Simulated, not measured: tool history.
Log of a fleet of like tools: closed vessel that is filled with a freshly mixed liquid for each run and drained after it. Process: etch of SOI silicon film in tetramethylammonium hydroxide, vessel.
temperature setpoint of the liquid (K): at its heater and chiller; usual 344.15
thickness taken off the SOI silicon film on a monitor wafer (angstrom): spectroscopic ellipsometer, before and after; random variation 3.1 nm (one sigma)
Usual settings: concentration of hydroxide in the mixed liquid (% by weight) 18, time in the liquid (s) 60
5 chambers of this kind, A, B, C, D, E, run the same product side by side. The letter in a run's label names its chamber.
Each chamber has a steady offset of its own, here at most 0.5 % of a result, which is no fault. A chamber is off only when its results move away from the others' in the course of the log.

run	day	temperature setpoint of the liquid (K)	concentration of hydroxide in the mixed liquid (% by weight)	time in the liquid (s)	hours since the thermometer was replaced	hours since the hydroxide flow meter was replaced	read-back film thickness of the SOI silicon film reference wafer, read on the same gauge (nm)	thickness taken off the SOI silicon film on a monitor wafer (angstrom)
1B	0.262	344.15	18	60	1443.4	689.8	79.993	3559.5
2E	0.542	344.15	18	60	891.4	1785.9	80.004	3564.7
3C	0.842	344.15	18	60	1173.9	1736	79.985	3610.4
4D	1.004	344.15	18	60	26.2	143.2	80.03	3583.2
5A	1.158	344.15	18	60	2659.7	307.7	79.994	3563.7
6D	1.3	344.15	18	60	33.3	150.3	79.968	3538.8
7E	1.517	344.15	18	35	914.8	1809.3	79.992	2064.4
8B	1.721	344.15	18	35	1478.4	724.8	80.006	2078.8
9C	1.95	344.15	18	35	1200.5	1762.6	80.021	2062.9
10A	2.121	344.15	18	35	2682.8	330.8	79.981	2079.4
11C	2.35	344.15	18	35	1210.1	1772.2	80.019	2079.3
12B	2.546	340.15	18	30	1498.2	744.6	80.026	1439.7
13D	2.746	340.15	18	30	68	185	79.979	1427
# day 2.962: chamber C: thermometer replaced
14A	2.996	340.15	18	30	2703.8	351.8	80.014	1407.9
15E	3.162	340.15	18	30	954.3	1848.8	80.016	1359.8
16C	3.404	340.15	18	30	10.6	1797.5	80.013	1419.9
17A	3.583	344.15	18	60	2717.9	365.9	80.006	3614.1
18D	3.729	344.15	18	60	91.6	208.6	79.985	3554.9
19B	4.012	344.15	18	60	1533.4	779.8	80.021	3580.8
20E	4.171	340.15	14.5	60	978.5	1873	79.989	2893.1
21D	4.404	340.15	14.5	60	107.8	224.8	79.96	3063.1
22B	4.638	340.15	14.5	60	1548.4	794.8	80.004	3082.1
23A	4.888	340.15	14.5	60	2749.2	397.2	79.99	3076.7
24E	5.1	340.15	14.5	60	1000.8	1895.3	80.018	2864.2
# day 5.196: chamber A: thermometer replaced
25C	5.229	344.15	18	30	54.4	1841.3	80.024	1796.1
26B	5.504	344.15	18	30	1569.2	815.6	80.003	1798.1
27E	5.729	344.15	18	30	1015.9	1910.4	79.979	1665.6
28A	5.862	344.15	18	30	16	420.6	80.008	1804.4
29C	6.054	344.15	18	30	74.2	1861.1	79.974	1797.5
30D	6.346	344.15	18	60	154.4	271.4	79.992	3609.1
31B	6.608	344.15	18	60	1595.7	842.1	79.998	3624
32C	6.879	344.15	18	60	94	1880.9	79.998	3598.4
33E	7.058	344.15	15	30	1047.8	1942.3	80.013	1714.8
34A	7.221	344.15	15	30	48.6	453.2	79.987	1913.2

Is one chamber off against the others, does the gauge drift, or is nothing wrong? If a chamber is off, say which, and what the likeliest cause is.

Chamber E drifts away from the others.
Cause: liquid colder than its thermometer reads (K) = 1.76.

Here are 4 candidates for chamber E's next run, each the usual settings with a change, their results left as question marks. Which one brings its results back in line with what the others give on the usual settings?
In line means no further than this from the other chambers' mean on the usual settings: thickness taken off the SOI silicon film on a monitor wafer (angstrom) 110
35E-1	7.433	344.15	20	60				?
35E-2	7.433	342.15	18	60				?
35E-3	7.433	344.15	14	60				?
35E-4	7.433	345.15	18	60				?

The other chambers' mean on the usual settings: thickness taken off the SOI silicon film on a monitor wafer (angstrom) 3579.9
run	thickness taken off the SOI silicon film on a monitor wafer (angstrom)
35E-1	3079.9
35E-2	2868.4
35E-3	3561
35E-4	3417.2
35E-3 brings the chamber back in line.

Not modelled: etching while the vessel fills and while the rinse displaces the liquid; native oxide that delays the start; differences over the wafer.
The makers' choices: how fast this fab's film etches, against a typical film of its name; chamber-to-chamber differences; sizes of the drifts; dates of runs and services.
